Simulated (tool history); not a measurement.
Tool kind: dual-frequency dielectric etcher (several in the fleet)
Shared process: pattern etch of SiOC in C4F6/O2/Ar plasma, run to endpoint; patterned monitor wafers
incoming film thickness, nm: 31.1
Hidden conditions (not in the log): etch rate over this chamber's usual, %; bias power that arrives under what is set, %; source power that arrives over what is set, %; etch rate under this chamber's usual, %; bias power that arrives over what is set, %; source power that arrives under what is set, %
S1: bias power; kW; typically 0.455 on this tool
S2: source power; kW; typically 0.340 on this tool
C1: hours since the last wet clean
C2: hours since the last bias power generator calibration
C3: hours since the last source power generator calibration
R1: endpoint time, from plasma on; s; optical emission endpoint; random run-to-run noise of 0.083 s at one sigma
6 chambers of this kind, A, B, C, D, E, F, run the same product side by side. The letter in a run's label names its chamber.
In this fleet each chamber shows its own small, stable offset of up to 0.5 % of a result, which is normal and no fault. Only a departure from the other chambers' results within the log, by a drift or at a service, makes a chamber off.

run     day     S1     S2     C1      C2      C3      R1
 1C   0.462  0.455  0.340  247.4   512.9  1225.2  11.554
 2D   0.838  0.455  0.340   82.6  2628.7    97.5  11.535
 3F   1.104  0.455  0.340  231.9  1514.9   553.1  11.470
 4E   1.533  0.455  0.340  469.2  1280.8   840.7  11.612
 5B   1.921  0.455  0.340  363.2  1773.9   955.7  11.526
 6A   2.350  0.521  0.340  471.9  2027.4  1580.3  10.932
 7A   2.775  0.521  0.340  482.1  2037.6  1590.5  10.969
      3.000  -- chamber E: wet clean of the chamber
 8D   3.138  0.521  0.340  137.8  2683.9   152.7  10.991
 9C   3.417  0.521  0.340  318.3   583.8  1296.1  11.027
10B   3.654  0.521  0.340  404.8  1815.5   997.3  10.931
11F   4.096  0.521  0.340  303.7  1586.7   624.9  11.005
12E   4.325  0.455  0.340   31.9  1347.8   907.7  11.638
13D   4.604  0.455  0.340  173.0  2719.1   187.9  11.452
14A   5.042  0.455  0.340  536.5  2092.0  1644.9  11.530
15E   5.296  0.455  0.340   55.2  1371.1   931.0  11.538
16B   5.650  0.455  0.340  452.7  1863.4  1045.2  11.383
17F   5.938  0.455  0.340  347.9  1630.9   669.1  11.611
18C   6.154  0.455  0.340  384.0   649.5  1361.8  11.649
      6.512  -- chamber B: wet clean of the chamber
19B   6.592  0.455  0.340    1.9  1886.0  1067.8  11.542
20D   6.954  0.455  0.340  229.4  2775.5   244.3  11.352
      7.188  -- chamber C: wet clean of the chamber
21E   7.200  0.455  0.300  100.9  1416.8   976.7  12.142
22C   7.600  0.455  0.300   10.0   684.2  1396.5  12.162
23F   7.838  0.455  0.300  393.5  1676.5   714.7  12.195
      7.846  -- chamber A: wet clean of the chamber
24A   8.112  0.455  0.300    6.5  2165.7  1718.6  12.079
25B   8.346  0.455  0.300   44.0  1928.1  1109.9  12.143
26F   8.775  0.455  0.300  416.0  1699.0   737.2  12.063
27D   9.062  0.455  0.340  280.0  2826.1   294.9  11.385
28E   9.425  0.455  0.340  154.3  1470.2  1030.1  11.502
29C   9.733  0.455  0.340   61.2   735.4  1447.7  11.382
30A   9.962  0.455  0.340   50.9  2210.1  1763.0  11.399
31F  10.204  0.455  0.340  450.3  1733.3   771.5  11.618
32B  10.671  0.455  0.340   99.8  1983.9  1165.7  11.554
33A  11.000  0.455  0.340   75.8  2235.0  1787.9  11.455
34C  11.242  0.455  0.340   97.4   771.6  1483.9  11.433
35D  11.667  0.455  0.340  342.5  2888.6   357.4  11.340
36E  11.946  0.455  0.340  214.8  1530.7  1090.6  11.675
37C  12.183  0.455  0.340  120.0   794.2  1506.5  11.517
38D  12.521  0.455  0.340  363.0  2909.1   377.9  11.544
39B  12.733  0.455  0.340  149.3  2033.4  1215.2  11.602

Does one chamber stand apart from the rest, does the shared gauge drift, or is all well apart from small per-chamber offsets? Give the chamber and the most likely cause, where there is one.

Beyond each chamber's small constant offset nothing stands out, and the gauge stays steady.
